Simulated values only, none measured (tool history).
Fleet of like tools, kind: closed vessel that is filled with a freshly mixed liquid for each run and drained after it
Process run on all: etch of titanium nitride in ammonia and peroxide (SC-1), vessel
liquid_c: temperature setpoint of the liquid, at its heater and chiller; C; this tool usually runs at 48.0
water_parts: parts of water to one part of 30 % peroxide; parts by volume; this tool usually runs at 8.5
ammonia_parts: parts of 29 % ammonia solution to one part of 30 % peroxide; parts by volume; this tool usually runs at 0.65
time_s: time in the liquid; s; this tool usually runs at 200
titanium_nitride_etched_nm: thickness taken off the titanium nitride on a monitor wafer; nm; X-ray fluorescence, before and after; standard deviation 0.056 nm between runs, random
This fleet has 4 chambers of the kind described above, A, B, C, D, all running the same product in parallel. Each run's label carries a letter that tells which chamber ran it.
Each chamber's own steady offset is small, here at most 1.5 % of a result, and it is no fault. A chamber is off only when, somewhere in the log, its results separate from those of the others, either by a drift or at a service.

| run | hour | liquid_c | water_parts | ammonia_parts | time_s | hours since the thermometer was replaced | hours since the ammonia flow meter was replaced | hours since the drum of ammonia solution was connected | read-back film thickness of the titanium nitride reference wafer, read on the same gauge (nm) | titanium_nitride_etched_nm |
|---|---|---|---|---|---|---|---|---|---|---|
| 1A | 10.2 | 48.0 | 8.5 | 0.65 | 200 | 61.7 | 1907.2 | 508.8 | 60.003 | 6.7051 |
| 2C | 23.7 | 48.0 | 8.5 | 0.65 | 200 | 696.3 | 263.5 | 138.4 | 59.991 | 6.7418 |
| 3D | 39.3 | 48.0 | 8.5 | 0.65 | 200 | 710.9 | 640.2 | 271.4 | 59.996 | 6.8545 |
| 4B | 53.6 | 48.0 | 8.5 | 0.65 | 200 | 1517.5 | 751.0 | 625.4 | 59.983 | 6.6804 |
|  | 58.1 | chamber D: ammonia flow meter replaced |
| 5D | 61.7 | 48.0 | 8.5 | 0.75 | 200 | 733.3 | 3.6 | 293.8 | 59.999 | 6.7611 |
| 6B | 75.4 | 48.0 | 8.5 | 0.75 | 200 | 1539.3 | 772.8 | 647.2 | 60.018 | 6.8750 |
| 7A | 88.1 | 48.0 | 8.5 | 0.75 | 200 | 139.6 | 1985.1 | 586.7 | 59.977 | 6.9875 |
| 8C | 100.2 | 48.0 | 8.5 | 0.75 | 200 | 772.8 | 340.0 | 214.9 | 59.989 | 6.9155 |
| 9D | 114.5 | 48.0 | 8.5 | 0.65 | 200 | 786.1 | 56.4 | 346.6 | 59.996 | 6.7036 |
| 10A | 129.0 | 48.0 | 8.5 | 0.65 | 200 | 180.5 | 2026.0 | 627.6 | 60.007 | 6.7746 |
| 11B | 139.7 | 48.0 | 8.5 | 0.65 | 200 | 1603.6 | 837.1 | 711.5 | 59.995 | 6.7193 |
| 12C | 152.6 | 48.0 | 8.5 | 0.65 | 200 | 825.2 | 392.4 | 267.3 | 60.016 | 6.7717 |
| 13C | 163.7 | 48.0 | 8.5 | 0.65 | 200 | 836.3 | 403.5 | 278.4 | 60.016 | 6.6860 |
|  | 164.7 | chamber C: new drum of ammonia solution connected |
| 14B | 176.7 | 48.0 | 8.5 | 0.65 | 200 | 1640.6 | 874.1 | 748.5 | 60.032 | 6.7399 |
|  | 182.0 | chamber D: new drum of ammonia solution connected |
| 15A | 186.2 | 39.5 | 8.5 | 0.65 | 270 | 237.7 | 2083.2 | 684.8 | 60.004 | 4.8851 |
| 16D | 197.5 | 39.5 | 8.5 | 0.65 | 270 | 869.1 | 139.4 | 15.5 | 59.989 | 4.9855 |
| 17A | 205.6 | 39.5 | 8.5 | 0.65 | 270 | 257.1 | 2102.6 | 704.2 | 60.004 | 4.8969 |
| 18B | 213.3 | 39.5 | 8.5 | 0.65 | 270 | 1677.2 | 910.7 | 785.1 | 59.993 | 4.8822 |
| 19C | 228.2 | 48.0 | 8.5 | 0.65 | 200 | 900.8 | 468.0 | 63.5 | 60.002 | 6.6264 |
| 20D | 238.7 | 48.0 | 8.5 | 0.65 | 200 | 910.3 | 180.6 | 56.7 | 59.996 | 6.7804 |
| 21C | 251.1 | 48.0 | 8.5 | 0.65 | 200 | 923.7 | 490.9 | 86.4 | 60.004 | 6.6532 |
| 22B | 265.9 | 48.0 | 8.5 | 0.65 | 200 | 1729.8 | 963.3 | 837.7 | 60.005 | 6.5859 |
|  | 273.5 | chamber A: new drum of ammonia solution connected |
| 23D | 279.6 | 48.0 | 8.5 | 0.65 | 200 | 951.2 | 221.5 | 97.6 | 59.991 | 6.7197 |
|  | 280.6 | chamber C: ammonia flow meter replaced |
| 24A | 286.9 | 48.0 | 8.5 | 0.65 | 200 | 338.4 | 2183.9 | 13.5 | 60.011 | 6.7433 |
| 25A | 297.0 | 55.0 | 8.5 | 0.65 | 85 | 348.5 | 2194.0 | 23.6 | 59.996 | 4.6999 |
| 26B | 309.3 | 55.0 | 8.5 | 0.65 | 85 | 1773.2 | 1006.7 | 881.1 | 59.990 | 4.5833 |
| 27C | 316.5 | 55.0 | 8.5 | 0.65 | 85 | 989.1 | 35.9 | 151.8 | 60.016 | 4.5275 |
| 28D | 324.1 | 55.0 | 8.5 | 0.65 | 85 | 995.7 | 266.0 | 142.1 | 60.012 | 4.6118 |
| 29A | 338.3 | 48.0 | 8.5 | 0.65 | 200 | 389.8 | 2235.3 | 64.9 | 60.001 | 6.8056 |
| 30B | 346.5 | 48.0 | 8.5 | 0.65 | 200 | 1810.4 | 1043.9 | 918.3 | 59.983 | 6.7164 |
| 31C | 362.5 | 48.0 | 8.5 | 0.65 | 200 | 1035.1 | 81.9 | 197.8 | 59.991 | 6.3418 |
| 32D | 378.9 | 48.0 | 8.5 | 0.65 | 200 | 1050.5 | 320.8 | 196.9 | 60.011 | 6.7902 |

Next, all 4 chambers run the settings below, one line each with question marks for the results. What does each chamber give?
| 33A | 390.7 | 48.0 | 8.5 | 0.65 | 200 |  |  |  |  | ? |
| 33B | 390.7 | 48.0 | 8.5 | 0.65 | 200 |  |  |  |  | ? |
| 33C | 390.7 | 48.0 | 8.5 | 0.65 | 200 |  |  |  |  | ? |
| 33D | 390.7 | 48.0 | 8.5 | 0.65 | 200 |  |  |  |  | ? |

| run | titanium_nitride_etched_nm |
|---|---|
| 33A | 6.8089 |
| 33B | 6.6398 |
| 33C | 6.3834 |
| 33D | 6.8489 |
